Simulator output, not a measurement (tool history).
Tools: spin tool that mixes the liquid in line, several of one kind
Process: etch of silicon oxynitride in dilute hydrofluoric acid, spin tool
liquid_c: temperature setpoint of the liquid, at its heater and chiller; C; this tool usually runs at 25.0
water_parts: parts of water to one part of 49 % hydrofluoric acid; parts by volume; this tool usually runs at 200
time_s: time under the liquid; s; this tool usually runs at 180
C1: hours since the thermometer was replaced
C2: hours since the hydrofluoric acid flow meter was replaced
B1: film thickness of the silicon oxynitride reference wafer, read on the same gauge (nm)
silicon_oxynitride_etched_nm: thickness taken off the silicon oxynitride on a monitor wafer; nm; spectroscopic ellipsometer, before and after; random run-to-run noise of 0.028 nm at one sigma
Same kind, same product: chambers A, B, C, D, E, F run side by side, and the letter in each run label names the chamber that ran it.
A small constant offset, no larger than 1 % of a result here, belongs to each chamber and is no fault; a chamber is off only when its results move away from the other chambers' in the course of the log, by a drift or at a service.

run 1E day=0.100 | liquid_c=25.0 water_parts=200 time_s=180 | C1=351.3 C2=652.2 | B1=70.020 | silicon_oxynitride_etched_nm=3.6886
run 2C day=0.221 | liquid_c=25.0 water_parts=200 time_s=180 | C1=344.5 C2=340.6 | B1=69.982 | silicon_oxynitride_etched_nm=3.7339
run 3F day=0.338 | liquid_c=25.0 water_parts=200 time_s=180 | C1=204.2 C2=66.3 | B1=69.990 | silicon_oxynitride_etched_nm=3.7540
run 4B day=0.417 | liquid_c=25.0 water_parts=200 time_s=180 | C1=130.2 C2=464.2 | B1=70.006 | silicon_oxynitride_etched_nm=3.7855
run 5A day=0.504 | liquid_c=25.0 water_parts=275 time_s=180 | C1=1013.9 C2=479.0 | B1=69.977 | silicon_oxynitride_etched_nm=2.5708
run 6D day=0.588 | liquid_c=25.0 water_parts=275 time_s=180 | C1=1216.7 C2=607.4 | B1=70.029 | silicon_oxynitride_etched_nm=2.5404
run 7C day=0.683 | liquid_c=25.0 water_parts=275 time_s=180 | C1=355.6 C2=351.7 | B1=69.972 | silicon_oxynitride_etched_nm=2.5542
run 8B day=0.846 | liquid_c=25.0 water_parts=275 time_s=180 | C1=140.5 C2=474.5 | B1=69.995 | silicon_oxynitride_etched_nm=2.5772
run 9A day=1.004 | liquid_c=25.0 water_parts=275 time_s=180 | C1=1025.9 C2=491.0 | B1=70.005 | silicon_oxynitride_etched_nm=2.5389
run 10D day=1.150 | liquid_c=25.0 water_parts=275 time_s=180 | C1=1230.2 C2=620.9 | B1=69.953 | silicon_oxynitride_etched_nm=2.5330
run 11E day=1.283 | liquid_c=25.0 water_parts=200 time_s=180 | C1=379.7 C2=680.6 | B1=70.051 | silicon_oxynitride_etched_nm=3.7682
run 12F day=1.375 | liquid_c=25.0 water_parts=200 time_s=180 | C1=229.1 C2=91.2 | B1=69.976 | silicon_oxynitride_etched_nm=3.7454
run 13C day=1.550 | liquid_c=25.0 water_parts=200 time_s=180 | C1=376.4 C2=372.5 | B1=70.003 | silicon_oxynitride_etched_nm=3.8269
run 14D day=1.683 | liquid_c=25.0 water_parts=200 time_s=180 | C1=1243.0 C2=633.7 | B1=70.025 | silicon_oxynitride_etched_nm=3.6929
run 15A day=1.804 | liquid_c=25.0 water_parts=200 time_s=180 | C1=1045.1 C2=510.2 | B1=69.972 | silicon_oxynitride_etched_nm=3.7005
run 16E day=1.925 | liquid_c=25.0 water_parts=200 time_s=180 | C1=395.1 C2=696.0 | B1=69.987 | silicon_oxynitride_etched_nm=3.7615
run 17F day=2.012 | liquid_c=25.0 water_parts=200 time_s=180 | C1=244.4 C2=106.5 | B1=70.026 | silicon_oxynitride_etched_nm=3.7790
run 18B day=2.088 | liquid_c=25.0 water_parts=200 time_s=180 | C1=170.3 C2=504.3 | B1=69.989 | silicon_oxynitride_etched_nm=3.7199
run 19E day=2.192 | liquid_c=21.5 water_parts=135 time_s=180 | C1=401.5 C2=702.4 | B1=70.005 | silicon_oxynitride_etched_nm=4.9125
run 20A day=2.350 | liquid_c=21.5 water_parts=135 time_s=180 | C1=1058.2 C2=523.3 | B1=69.964 | silicon_oxynitride_etched_nm=4.9312
run 21F day=2.450 | liquid_c=21.5 water_parts=135 time_s=180 | C1=254.9 C2=117.0 | B1=69.978 | silicon_oxynitride_etched_nm=4.8912
run 22C day=2.529 | liquid_c=21.5 water_parts=135 time_s=180 | C1=399.9 C2=396.0 | B1=70.048 | silicon_oxynitride_etched_nm=5.1568
run 23B day=2.658 | liquid_c=21.5 water_parts=135 time_s=180 | C1=184.0 C2=518.0 | B1=70.002 | silicon_oxynitride_etched_nm=5.0096
run 24D day=2.833 | liquid_c=21.5 water_parts=135 time_s=180 | C1=1270.6 C2=661.3 | B1=69.966 | silicon_oxynitride_etched_nm=4.9404
run 25F day=2.912 | liquid_c=25.0 water_parts=200 time_s=180 | C1=266.0 C2=128.1 | B1=69.989 | silicon_oxynitride_etched_nm=3.7235
run 26E day=2.992 | liquid_c=25.0 water_parts=200 time_s=180 | C1=420.7 C2=721.6 | B1=69.961 | silicon_oxynitride_etched_nm=3.7518
run 27C day=3.150 | liquid_c=25.0 water_parts=200 time_s=180 | C1=414.8 C2=410.9 | B1=70.011 | silicon_oxynitride_etched_nm=3.9108
run 28A day=3.296 | liquid_c=21.0 water_parts=200 time_s=85 | C1=1080.9 C2=546.0 | B1=70.025 | silicon_oxynitride_etched_nm=1.4845
run 29D day=3.375 | liquid_c=21.0 water_parts=200 time_s=85 | C1=1283.6 C2=674.3 | B1=70.064 | silicon_oxynitride_etched_nm=1.4615
run 30B day=3.542 | liquid_c=21.0 water_parts=200 time_s=85 | C1=205.2 C2=539.2 | B1=69.986 | silicon_oxynitride_etched_nm=1.4790
run 31D day=3.633 | liquid_c=21.0 water_parts=200 time_s=85 | C1=1289.8 C2=680.5 | B1=69.983 | silicon_oxynitride_etched_nm=1.4673
run 32E day=3.758 | liquid_c=21.0 water_parts=200 time_s=85 | C1=439.1 C2=740.0 | B1=69.934 | silicon_oxynitride_etched_nm=1.4719
run 33F day=3.933 | liquid_c=21.0 water_parts=200 time_s=85 | C1=290.5 C2=152.6 | B1=69.966 | silicon_oxynitride_etched_nm=1.4634
run 34C day=4.046 | liquid_c=25.0 water_parts=200 time_s=180 | C1=436.3 C2=432.4 | B1=70.004 | silicon_oxynitride_etched_nm=3.9829
run 35B day=4.167 | liquid_c=25.0 water_parts=200 time_s=180 | C1=220.2 C2=554.2 | B1=70.002 | silicon_oxynitride_etched_nm=3.7573
run 36A day=4.279 | liquid_c=25.0 water_parts=200 time_s=180 | C1=1104.5 C2=569.6 | B1=69.997 | silicon_oxynitride_etched_nm=3.7141

Decide between three cases: one chamber stands off from its peers, the gauge reading all wafers drifts, or nothing is wrong past each chamber's small offset. Where a chamber is off, say which and what most likely put it there.

One chamber, C, drifts off from the rest bit by bit.
Likeliest cause: hydrofluoric acid flow above the setpoint (%) = 7.39.
The log may not separate it from: liquid hotter than its thermometer reads (K).

Which of the 4 candidates below, each the usual settings with something changed and its results left as question marks, puts chamber C back in line with what the other chambers give on the usual settings?
In line means no further than this from the other chambers' mean on the usual settings: silicon_oxynitride_etched_nm 0.0970 nm
run 37C-1 day=4.408 | liquid_c=25.0 water_parts=215 time_s=165 | silicon_oxynitride_etched_nm=?
run 37C-2 day=4.408 | liquid_c=25.0 water_parts=205 time_s=170 | silicon_oxynitride_etched_nm=?
run 37C-3 day=4.408 | liquid_c=25.0 water_parts=185 time_s=195 | silicon_oxynitride_etched_nm=?
run 37C-4 day=4.408 | liquid_c=25.0 water_parts=185 time_s=180 | silicon_oxynitride_etched_nm=?

On the usual settings, the other chambers give on average: silicon_oxynitride_etched_nm 3.7336 nm
run=37C-1 silicon_oxynitride_etched_nm=3.4145
run=37C-2 silicon_oxynitride_etched_nm=3.7159
run=37C-3 silicon_oxynitride_etched_nm=4.7920
run=37C-4 silicon_oxynitride_etched_nm=4.4233
The answer is 37C-2, which returns the chamber to within the allowed miss of the others.
